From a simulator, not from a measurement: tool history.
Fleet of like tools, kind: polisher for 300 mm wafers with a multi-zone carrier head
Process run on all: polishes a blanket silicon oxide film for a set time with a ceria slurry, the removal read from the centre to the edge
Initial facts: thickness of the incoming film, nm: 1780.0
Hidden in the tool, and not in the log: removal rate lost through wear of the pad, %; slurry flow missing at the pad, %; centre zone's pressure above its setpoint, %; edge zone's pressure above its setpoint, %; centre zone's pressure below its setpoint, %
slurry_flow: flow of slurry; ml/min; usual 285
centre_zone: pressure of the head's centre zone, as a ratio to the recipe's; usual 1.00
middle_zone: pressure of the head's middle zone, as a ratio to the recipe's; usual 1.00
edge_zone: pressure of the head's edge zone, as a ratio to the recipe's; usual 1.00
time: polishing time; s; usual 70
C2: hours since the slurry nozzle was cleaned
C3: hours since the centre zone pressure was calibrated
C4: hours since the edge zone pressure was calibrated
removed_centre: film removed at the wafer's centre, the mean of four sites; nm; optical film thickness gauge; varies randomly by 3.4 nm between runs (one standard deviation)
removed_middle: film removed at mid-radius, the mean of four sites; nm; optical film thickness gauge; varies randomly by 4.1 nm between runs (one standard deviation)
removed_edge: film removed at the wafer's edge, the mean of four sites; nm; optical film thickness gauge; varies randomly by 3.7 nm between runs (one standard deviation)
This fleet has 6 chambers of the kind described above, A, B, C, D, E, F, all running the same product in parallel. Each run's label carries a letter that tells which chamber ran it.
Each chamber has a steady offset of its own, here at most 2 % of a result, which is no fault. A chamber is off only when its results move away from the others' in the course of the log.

run 1A day=0.171 | slurry_flow=285 centre_zone=1.00 middle_zone=1.00 edge_zone=1.00 time=70 | wafers_polished_on_this_pad=41 C2=643.2 C3=345.2 C4=376.7 | removed_centre=385.65 removed_middle=379.33 removed_edge=381.74
-- day=0.233 chamber F: worn pad replaced by a new one
-- day=0.246 chamber D: edge zone pressure recalibrated
run 2F day=0.317 | slurry_flow=285 centre_zone=1.00 middle_zone=1.00 edge_zone=1.00 time=70 | wafers_polished_on_this_pad=14 C2=395.8 C3=538.5 C4=285.6 | removed_centre=378.20 removed_middle=390.51 removed_edge=381.06
run 3C day=0.475 | slurry_flow=285 centre_zone=1.00 middle_zone=1.00 edge_zone=1.00 time=70 | wafers_polished_on_this_pad=666 C2=409.7 C3=60.1 C4=415.6 | removed_centre=385.32 removed_middle=379.66 removed_edge=386.29
-- day=0.562 chamber D: worn pad replaced by a new one
run 4E day=0.692 | slurry_flow=285 centre_zone=1.00 middle_zone=1.00 edge_zone=1.00 time=70 | wafers_polished_on_this_pad=430 C2=500.3 C3=220.7 C4=471.3 | removed_centre=392.47 removed_middle=387.07 removed_edge=385.01
run 5B day=0.925 | slurry_flow=285 centre_zone=1.00 middle_zone=1.00 edge_zone=1.00 time=70 | wafers_polished_on_this_pad=418 C2=193.4 C3=308.9 C4=691.8 | removed_centre=380.68 removed_middle=386.21 removed_edge=385.32
run 6D day=1.167 | slurry_flow=285 centre_zone=1.00 middle_zone=1.00 edge_zone=1.00 time=70 | wafers_polished_on_this_pad=103 C2=217.2 C3=718.0 C4=22.1 | removed_centre=377.13 removed_middle=375.96 removed_edge=385.53
run 7A day=1.362 | slurry_flow=285 centre_zone=1.00 middle_zone=1.00 edge_zone=1.00 time=70 | wafers_polished_on_this_pad=244 C2=671.8 C3=373.8 C4=405.3 | removed_centre=381.35 removed_middle=381.05 removed_edge=381.03
run 8D day=1.550 | slurry_flow=285 centre_zone=1.00 middle_zone=1.00 edge_zone=1.00 time=70 | wafers_polished_on_this_pad=168 C2=226.4 C3=727.2 C4=31.3 | removed_centre=389.66 removed_middle=377.87 removed_edge=380.15
run 9C day=1.700 | slurry_flow=285 centre_zone=1.11 middle_zone=1.00 edge_zone=0.89 time=70 | wafers_polished_on_this_pad=874 C2=439.1 C3=89.5 C4=445.0 | removed_centre=431.87 removed_middle=387.91 removed_edge=361.89
run 10E day=1.871 | slurry_flow=285 centre_zone=1.11 middle_zone=1.00 edge_zone=0.89 time=70 | wafers_polished_on_this_pad=630 C2=528.6 C3=249.0 C4=499.6 | removed_centre=430.38 removed_middle=374.49 removed_edge=364.85
run 11B day=2.117 | slurry_flow=285 centre_zone=1.11 middle_zone=1.00 edge_zone=0.89 time=70 | wafers_polished_on_this_pad=620 C2=222.0 C3=337.5 C4=720.4 | removed_centre=421.59 removed_middle=394.92 removed_edge=360.78
-- day=2.238 chamber B: worn pad replaced by a new one
run 12F day=2.283 | slurry_flow=285 centre_zone=1.11 middle_zone=1.00 edge_zone=0.89 time=70 | wafers_polished_on_this_pad=348 C2=443.0 C3=585.7 C4=332.8 | removed_centre=427.23 removed_middle=380.70 removed_edge=358.11
-- day=2.288 chamber B: edge zone pressure recalibrated
-- day=2.425 chamber C: worn pad replaced by a new one
run 13A day=2.450 | slurry_flow=285 centre_zone=1.11 middle_zone=1.00 edge_zone=0.89 time=70 | wafers_polished_on_this_pad=428 C2=697.9 C3=399.9 C4=431.4 | removed_centre=432.49 removed_middle=381.57 removed_edge=364.52
run 14E day=2.642 | slurry_flow=285 centre_zone=1.11 middle_zone=1.00 edge_zone=0.89 time=70 | wafers_polished_on_this_pad=761 C2=547.1 C3=267.5 C4=518.1 | removed_centre=433.04 removed_middle=380.80 removed_edge=363.36
-- day=2.712 chamber B: slurry nozzle cleaned
run 15D day=2.817 | slurry_flow=285 centre_zone=1.00 middle_zone=1.00 edge_zone=1.00 time=70 | wafers_polished_on_this_pad=383 C2=256.8 C3=757.6 C4=61.7 | removed_centre=379.62 removed_middle=383.54 removed_edge=384.57
-- day=2.938 chamber F: centre zone pressure recalibrated
run 16B day=3.062 | slurry_flow=285 centre_zone=1.00 middle_zone=1.00 edge_zone=1.00 time=70 | wafers_polished_on_this_pad=140 C2=8.5 C3=360.2 C4=18.6 | removed_centre=384.26 removed_middle=388.17 removed_edge=384.41
run 17F day=3.279 | slurry_flow=285 centre_zone=1.00 middle_zone=1.00 edge_zone=1.00 time=70 | wafers_polished_on_this_pad=517 C2=466.9 C3=8.2 C4=356.7 | removed_centre=363.30 removed_middle=376.28 removed_edge=385.15
run 18C day=3.479 | slurry_flow=285 centre_zone=1.00 middle_zone=1.00 edge_zone=1.00 time=70 | wafers_polished_on_this_pad=179 C2=481.8 C3=132.2 C4=487.7 | removed_centre=395.13 removed_middle=381.46 removed_edge=374.02
run 19A day=3.642 | slurry_flow=285 centre_zone=1.00 middle_zone=1.00 edge_zone=0.94 time=50 | wafers_polished_on_this_pad=631 C2=726.5 C3=428.5 C4=460.0 | removed_centre=271.35 removed_middle=268.97 removed_edge=265.52
run 20D day=3.775 | slurry_flow=285 centre_zone=1.00 middle_zone=1.00 edge_zone=0.94 time=50 | wafers_polished_on_this_pad=545 C2=279.8 C3=780.6 C4=84.7 | removed_centre=270.23 removed_middle=271.54 removed_edge=263.20
run 21B day=3.912 | slurry_flow=285 centre_zone=1.00 middle_zone=1.00 edge_zone=0.94 time=50 | wafers_polished_on_this_pad=285 C2=28.9 C3=380.6 C4=39.0 | removed_centre=273.08 removed_middle=281.38 removed_edge=269.60
-- day=3.925 chamber F: slurry nozzle cleaned
run 22E day=4.183 | slurry_flow=285 centre_zone=1.00 middle_zone=1.00 edge_zone=0.94 time=50 | wafers_polished_on_this_pad=1023 C2=584.1 C3=304.5 C4=555.1 | removed_centre=277.07 removed_middle=273.95 removed_edge=262.33
-- day=4.254 chamber D: worn pad replaced by a new one
run 23F day=4.450 | slurry_flow=285 centre_zone=1.00 middle_zone=1.00 edge_zone=0.94 time=50 | wafers_polished_on_this_pad=716 C2=12.6 C3=36.3 C4=384.8 | removed_centre=255.17 removed_middle=273.15 removed_edge=264.51
run 24C day=4.696 | slurry_flow=285 centre_zone=1.00 middle_zone=1.00 edge_zone=0.94 time=50 | wafers_polished_on_this_pad=385 C2=511.0 C3=161.4 C4=516.9 | removed_centre=278.57 removed_middle=273.89 removed_edge=266.13
-- day=4.838 chamber C: slurry nozzle cleaned
run 25B day=4.912 | slurry_flow=285 centre_zone=1.00 middle_zone=1.00 edge_zone=1.00 time=70 | wafers_polished_on_this_pad=454 C2=52.9 C3=404.6 C4=63.0 | removed_centre=385.38 removed_middle=398.29 removed_edge=387.81
-- day=5.171 chamber B: worn pad replaced by a new one
run 26F day=5.179 | slurry_flow=285 centre_zone=1.00 middle_zone=1.00 edge_zone=1.00 time=70 | wafers_polished_on_this_pad=839 C2=30.1 C3=53.8 C4=402.3 | removed_centre=361.13 removed_middle=373.17 removed_edge=383.83
run 27C day=5.338 | slurry_flow=285 centre_zone=1.00 middle_zone=1.00 edge_zone=1.00 time=70 | wafers_polished_on_this_pad=494 C2=12.0 C3=176.8 C4=532.3 | removed_centre=395.31 removed_middle=387.06 removed_edge=382.33
-- day=5.458 chamber E: worn pad replaced by a new one
run 28E day=5.617 | slurry_flow=285 centre_zone=1.00 middle_zone=1.00 edge_zone=1.00 time=70 | wafers_polished_on_this_pad=27 C2=618.5 C3=338.9 C4=589.5 | removed_centre=382.12 removed_middle=389.94 removed_edge=390.02
run 29A day=5.842 | slurry_flow=285 centre_zone=1.00 middle_zone=1.00 edge_zone=1.00 time=70 | wafers_polished_on_this_pad=1004 C2=779.3 C3=481.3 C4=512.8 | removed_centre=382.91 removed_middle=378.70 removed_edge=381.70
run 30D day=6.017 | slurry_flow=285 centre_zone=1.00 middle_zone=1.00 edge_zone=1.00 time=70 | wafers_polished_on_this_pad=299 C2=333.6 C3=834.4 C4=138.5 | removed_centre=378.40 removed_middle=374.49 removed_edge=386.88
run 31D day=6.250 | slurry_flow=285 centre_zone=1.00 middle_zone=1.06 edge_zone=1.09 time=70 | wafers_polished_on_this_pad=339 C2=339.2 C3=840.0 C4=144.1 | removed_centre=374.20 removed_middle=403.84 removed_edge=398.94
run 32A day=6.458 | slurry_flow=285 centre_zone=1.00 middle_zone=1.06 edge_zone=1.09 time=70 | wafers_polished_on_this_pad=1109 C2=794.1 C3=496.1 C4=527.6 | removed_centre=380.38 removed_middle=399.79 removed_edge=404.54
run 33B day=6.738 | slurry_flow=285 centre_zone=1.00 middle_zone=1.06 edge_zone=1.09 time=70 | wafers_polished_on_this_pad=266 C2=96.7 C3=448.4 C4=106.8 | removed_centre=381.29 removed_middle=411.37 removed_edge=406.93
run 34F day=6.888 | slurry_flow=285 centre_zone=1.00 middle_zone=1.06 edge_zone=1.09 time=70 | wafers_polished_on_this_pad=1130 C2=71.1 C3=94.8 C4=443.3 | removed_centre=362.64 removed_middle=400.31 removed_edge=393.23
-- day=6.929 chamber B: centre zone pressure recalibrated
run 35E day=7.100 | slurry_flow=285 centre_zone=1.00 middle_zone=1.06 edge_zone=1.09 time=70 | wafers_polished_on_this_pad=279 C2=654.1 C3=374.5 C4=625.1 | removed_centre=386.04 removed_middle=410.29 removed_edge=405.84
run 36C day=7.346 | slurry_flow=285 centre_zone=1.00 middle_zone=1.06 edge_zone=1.09 time=70 | wafers_polished_on_this_pad=835 C2=60.2 C3=225.0 C4=580.5 | removed_centre=392.99 removed_middle=401.81 removed_edge=401.19
-- day=7.383 chamber D: worn pad replaced by a new one
run 37C day=7.496 | slurry_flow=285 centre_zone=1.00 middle_zone=1.00 edge_zone=0.92 time=70 | wafers_polished_on_this_pad=861 C2=63.8 C3=228.6 C4=584.1 | removed_centre=389.87 removed_middle=392.58 removed_edge=367.49
run 38A day=7.696 | slurry_flow=285 centre_zone=1.00 middle_zone=1.00 edge_zone=0.92 time=70 | wafers_polished_on_this_pad=1319 C2=823.8 C3=525.8 C4=557.3 | removed_centre=381.24 removed_middle=379.65 removed_edge=369.55
run 39B day=7.900 | slurry_flow=285 centre_zone=1.00 middle_zone=1.00 edge_zone=0.92 time=70 | wafers_polished_on_this_pad=463 C2=124.6 C3=23.3 C4=134.7 | removed_centre=376.29 removed_middle=388.69 removed_edge=369.14
-- day=8.129 chamber E: edge zone pressure recalibrated
run 40D day=8.175 | slurry_flow=285 centre_zone=1.00 middle_zone=1.00 edge_zone=0.92 time=70 | wafers_polished_on_this_pad=134 C2=385.4 C3=886.2 C4=190.3 | removed_centre=381.16 removed_middle=381.33 removed_edge=372.48
run 41F day=8.404 | slurry_flow=285 centre_zone=1.00 middle_zone=1.00 edge_zone=0.92 time=70 | wafers_polished_on_this_pad=1387 C2=107.5 C3=131.2 C4=479.7 | removed_centre=359.73 removed_middle=383.43 removed_edge=370.48
run 42E day=8.604 | slurry_flow=285 centre_zone=1.00 middle_zone=1.00 edge_zone=0.92 time=70 | wafers_polished_on_this_pad=534 C2=690.2 C3=410.6 C4=11.5 | removed_centre=386.66 removed_middle=391.85 removed_edge=360.67
run 43B day=8.729 | slurry_flow=285 centre_zone=1.00 middle_zone=1.00 edge_zone=1.00 time=70 | wafers_polished_on_this_pad=604 C2=144.5 C3=43.2 C4=154.6 | removed_centre=379.11 removed_middle=391.24 removed_edge=379.14

All chambers now run identical settings, listed one chamber a line with results as question marks. What results will each chamber show?
run 44A day=8.933 | slurry_flow=285 centre_zone=1.00 middle_zone=1.00 edge_zone=1.00 time=70 | removed_centre=? removed_middle=? removed_edge=?
run 44B day=8.933 | slurry_flow=285 centre_zone=1.00 middle_zone=1.00 edge_zone=1.00 time=70 | removed_centre=? removed_middle=? removed_edge=?
run 44C day=8.933 | slurry_flow=285 centre_zone=1.00 middle_zone=1.00 edge_zone=1.00 time=70 | removed_centre=? removed_middle=? removed_edge=?
run 44D day=8.933 | slurry_flow=285 centre_zone=1.00 middle_zone=1.00 edge_zone=1.00 time=70 | removed_centre=? removed_middle=? removed_edge=?
run 44E day=8.933 | slurry_flow=285 centre_zone=1.00 middle_zone=1.00 edge_zone=1.00 time=70 | removed_centre=? removed_middle=? removed_edge=?
run 44F day=8.933 | slurry_flow=285 centre_zone=1.00 middle_zone=1.00 edge_zone=1.00 time=70 | removed_centre=? removed_middle=? removed_edge=?

run=44A removed_centre=384.83 removed_middle=373.49 removed_edge=383.25
run=44B removed_centre=383.23 removed_middle=383.83 removed_edge=385.37
run=44C removed_centre=384.07 removed_middle=386.42 removed_edge=377.98
run=44D removed_centre=381.51 removed_middle=378.01 removed_edge=382.99
run=44E removed_centre=382.01 removed_middle=382.53 removed_edge=387.05
run=44F removed_centre=366.45 removed_middle=389.76 removed_edge=381.58
